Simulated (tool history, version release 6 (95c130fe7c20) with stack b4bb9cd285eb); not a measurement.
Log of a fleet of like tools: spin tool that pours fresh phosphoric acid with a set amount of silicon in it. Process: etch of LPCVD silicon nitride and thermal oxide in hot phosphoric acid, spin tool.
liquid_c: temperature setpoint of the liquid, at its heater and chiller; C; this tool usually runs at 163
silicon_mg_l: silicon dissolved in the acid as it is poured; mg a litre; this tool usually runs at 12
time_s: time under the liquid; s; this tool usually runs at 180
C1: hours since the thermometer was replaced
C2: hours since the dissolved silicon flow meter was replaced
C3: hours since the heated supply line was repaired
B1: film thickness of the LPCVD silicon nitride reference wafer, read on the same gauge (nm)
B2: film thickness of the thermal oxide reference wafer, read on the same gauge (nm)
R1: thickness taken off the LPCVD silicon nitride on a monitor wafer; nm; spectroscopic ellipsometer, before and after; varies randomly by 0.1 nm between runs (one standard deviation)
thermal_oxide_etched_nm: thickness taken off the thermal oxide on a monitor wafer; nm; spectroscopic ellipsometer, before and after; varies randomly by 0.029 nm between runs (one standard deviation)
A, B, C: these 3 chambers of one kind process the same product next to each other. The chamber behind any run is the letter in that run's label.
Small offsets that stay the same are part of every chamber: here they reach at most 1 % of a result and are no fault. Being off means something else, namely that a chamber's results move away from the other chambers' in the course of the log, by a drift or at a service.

{"run": "1B", "hour": 11.1, "liquid_c": 163, "silicon_mg_l": 12, "time_s": 180, "C1": 1367, "C2": 776.4, "C3": 1412.6, "B1": 59.985, "B2": 119.99, "R1": 14.51, "thermal_oxide_etched_nm": 0.42995}
{"run": "2A", "hour": 17.3, "liquid_c": 163, "silicon_mg_l": 12, "time_s": 180, "C1": 85.3, "C2": 212, "C3": 1138.3, "B1": 60.002, "B2": 119.99, "R1": 14.725, "thermal_oxide_etched_nm": 0.45998}
{"run": "3C", "hour": 30.1, "liquid_c": 163, "silicon_mg_l": 12, "time_s": 180, "C1": 706.3, "C2": 561.9, "C3": 170.2, "B1": 59.987, "B2": 120.02, "R1": 14.705, "thermal_oxide_etched_nm": 0.48401}
{"run": "4A", "hour": 40.5, "liquid_c": 163, "silicon_mg_l": 12, "time_s": 180, "C1": 108.5, "C2": 235.2, "C3": 1161.5, "B1": 60.012, "B2": 120.02, "R1": 14.691, "thermal_oxide_etched_nm": 0.52153}
{"run": "5B", "hour": 49.8, "liquid_c": 163, "silicon_mg_l": 12, "time_s": 180, "C1": 1405.7, "C2": 815.1, "C3": 1451.3, "B1": 59.993, "B2": 119.99, "R1": 14.715, "thermal_oxide_etched_nm": 0.41712}
{"run": "6C", "hour": 60.1, "liquid_c": 163, "silicon_mg_l": 8, "time_s": 180, "C1": 736.3, "C2": 591.9, "C3": 200.2, "B1": 60.021, "B2": 120, "R1": 14.58, "thermal_oxide_etched_nm": 0.51654}
{"run": "7A", "hour": 68.5, "liquid_c": 163, "silicon_mg_l": 8, "time_s": 180, "C1": 136.5, "C2": 263.2, "C3": 1189.5, "B1": 59.979, "B2": 120, "R1": 14.593, "thermal_oxide_etched_nm": 0.49322}
{"run": "8B", "hour": 75.1, "liquid_c": 163, "silicon_mg_l": 8, "time_s": 180, "C1": 1431, "C2": 840.4, "C3": 1476.6, "B1": 59.994, "B2": 120.01, "R1": 14.45, "thermal_oxide_etched_nm": 0.57288}
{"run": "9C", "hour": 83.1, "liquid_c": 160.5, "silicon_mg_l": 12, "time_s": 180, "C1": 759.3, "C2": 614.9, "C3": 223.2, "B1": 59.979, "B2": 120.02, "R1": 13.562, "thermal_oxide_etched_nm": 0.3866}
{"run": "10C", "hour": 95.8, "liquid_c": 160.5, "silicon_mg_l": 12, "time_s": 180, "C1": 772, "C2": 627.6, "C3": 235.9, "B1": 60, "B2": 120, "R1": 13.541, "thermal_oxide_etched_nm": 0.39745}
{"run": "11A", "hour": 102.1, "liquid_c": 160.5, "silicon_mg_l": 12, "time_s": 180, "C1": 170.1, "C2": 296.8, "C3": 1223.1, "B1": 60.01, "B2": 119.99, "R1": 13.249, "thermal_oxide_etched_nm": 0.36219}
{"run": "12B", "hour": 108.1, "liquid_c": 163, "silicon_mg_l": 12, "time_s": 180, "C1": 1464, "C2": 873.4, "C3": 1509.6, "B1": 60.029, "B2": 119.99, "R1": 14.533, "thermal_oxide_etched_nm": 0.46581}
{"run": "13C", "hour": 121.5, "liquid_c": 163, "silicon_mg_l": 12, "time_s": 180, "C1": 797.7, "C2": 653.3, "C3": 261.6, "B1": 59.995, "B2": 119.99, "R1": 14.598, "thermal_oxide_etched_nm": 0.46619}
{"run": "14A", "hour": 134.8, "liquid_c": 163, "silicon_mg_l": 12, "time_s": 180, "C1": 202.8, "C2": 329.5, "C3": 1255.8, "B1": 60.022, "B2": 119.99, "R1": 14.009, "thermal_oxide_etched_nm": 0.39782}
{"run": "15B", "hour": 141.1, "liquid_c": 163, "silicon_mg_l": 7, "time_s": 75, "C1": 1497, "C2": 906.4, "C3": 1542.6, "B1": 60.002, "B2": 119.98, "R1": 6.023, "thermal_oxide_etched_nm": 0.21769}
{"run": "16C", "hour": 148.8, "liquid_c": 163, "silicon_mg_l": 7, "time_s": 75, "C1": 825, "C2": 680.6, "C3": 288.9, "B1": 60.002, "B2": 120.03, "R1": 6.1035, "thermal_oxide_etched_nm": 0.22069}
{"run": "17A", "hour": 155.1, "liquid_c": 163, "silicon_mg_l": 7, "time_s": 75, "C1": 223.1, "C2": 349.8, "C3": 1276.1, "B1": 60.019, "B2": 120, "R1": 5.8156, "thermal_oxide_etched_nm": 0.20721}
{"run": "18B", "hour": 168.4, "liquid_c": 163, "silicon_mg_l": 12, "time_s": 180, "C1": 1524.3, "C2": 933.7, "C3": 1569.9, "B1": 59.999, "B2": 120.02, "R1": 14.537, "thermal_oxide_etched_nm": 0.43791}
{"run": "19A", "hour": 181.0, "liquid_c": 163, "silicon_mg_l": 12, "time_s": 180, "C1": 249, "C2": 375.7, "C3": 1302, "B1": 60.002, "B2": 120.02, "R1": 13.955, "thermal_oxide_etched_nm": 0.37116}
{"run": "20B", "hour": 187.8, "liquid_c": 163, "silicon_mg_l": 12, "time_s": 180, "C1": 1543.7, "C2": 953.1, "C3": 1589.3, "B1": 59.991, "B2": 120.04, "R1": 14.716, "thermal_oxide_etched_nm": 0.42172}
{"run": "21C", "hour": 195.7, "liquid_c": 163, "silicon_mg_l": 12, "time_s": 180, "C1": 871.9, "C2": 727.5, "C3": 335.8, "B1": 60.034, "B2": 119.99, "R1": 14.621, "thermal_oxide_etched_nm": 0.48417}
{"run": "22C", "hour": 202.9, "liquid_c": 165.5, "silicon_mg_l": 12, "time_s": 90, "C1": 879.1, "C2": 734.7, "C3": 343, "B1": 59.988, "B2": 119.99, "R1": 7.9151, "thermal_oxide_etched_nm": 0.26139}
{"run": "23B", "hour": 210.8, "liquid_c": 165.5, "silicon_mg_l": 12, "time_s": 90, "C1": 1566.7, "C2": 976.1, "C3": 1612.3, "B1": 59.996, "B2": 120, "R1": 7.9232, "thermal_oxide_etched_nm": 0.28058}
{"run": "24A", "hour": 217.8, "liquid_c": 165.5, "silicon_mg_l": 12, "time_s": 90, "C1": 285.8, "C2": 412.5, "C3": 1338.8, "B1": 59.988, "B2": 120.02, "R1": 7.4492, "thermal_oxide_etched_nm": 0.22171}

Each of the 3 chambers runs these same settings next. Fill in every chamber's results:
{"run": "25A", "hour": 227.6, "liquid_c": 165, "silicon_mg_l": 12, "time_s": 180, "R1": "?", "thermal_oxide_etched_nm": "?"}
{"run": "25B", "hour": 227.6, "liquid_c": 165, "silicon_mg_l": 12, "time_s": 180, "R1": "?", "thermal_oxide_etched_nm": "?"}
{"run": "25C", "hour": 227.6, "liquid_c": 165, "silicon_mg_l": 12, "time_s": 180, "R1": "?", "thermal_oxide_etched_nm": "?"}

run=25A R1=14.572 thermal_oxide_etched_nm=0.38287
run=25B R1=15.717 thermal_oxide_etched_nm=0.53066
run=25C R1=15.631 thermal_oxide_etched_nm=0.52471

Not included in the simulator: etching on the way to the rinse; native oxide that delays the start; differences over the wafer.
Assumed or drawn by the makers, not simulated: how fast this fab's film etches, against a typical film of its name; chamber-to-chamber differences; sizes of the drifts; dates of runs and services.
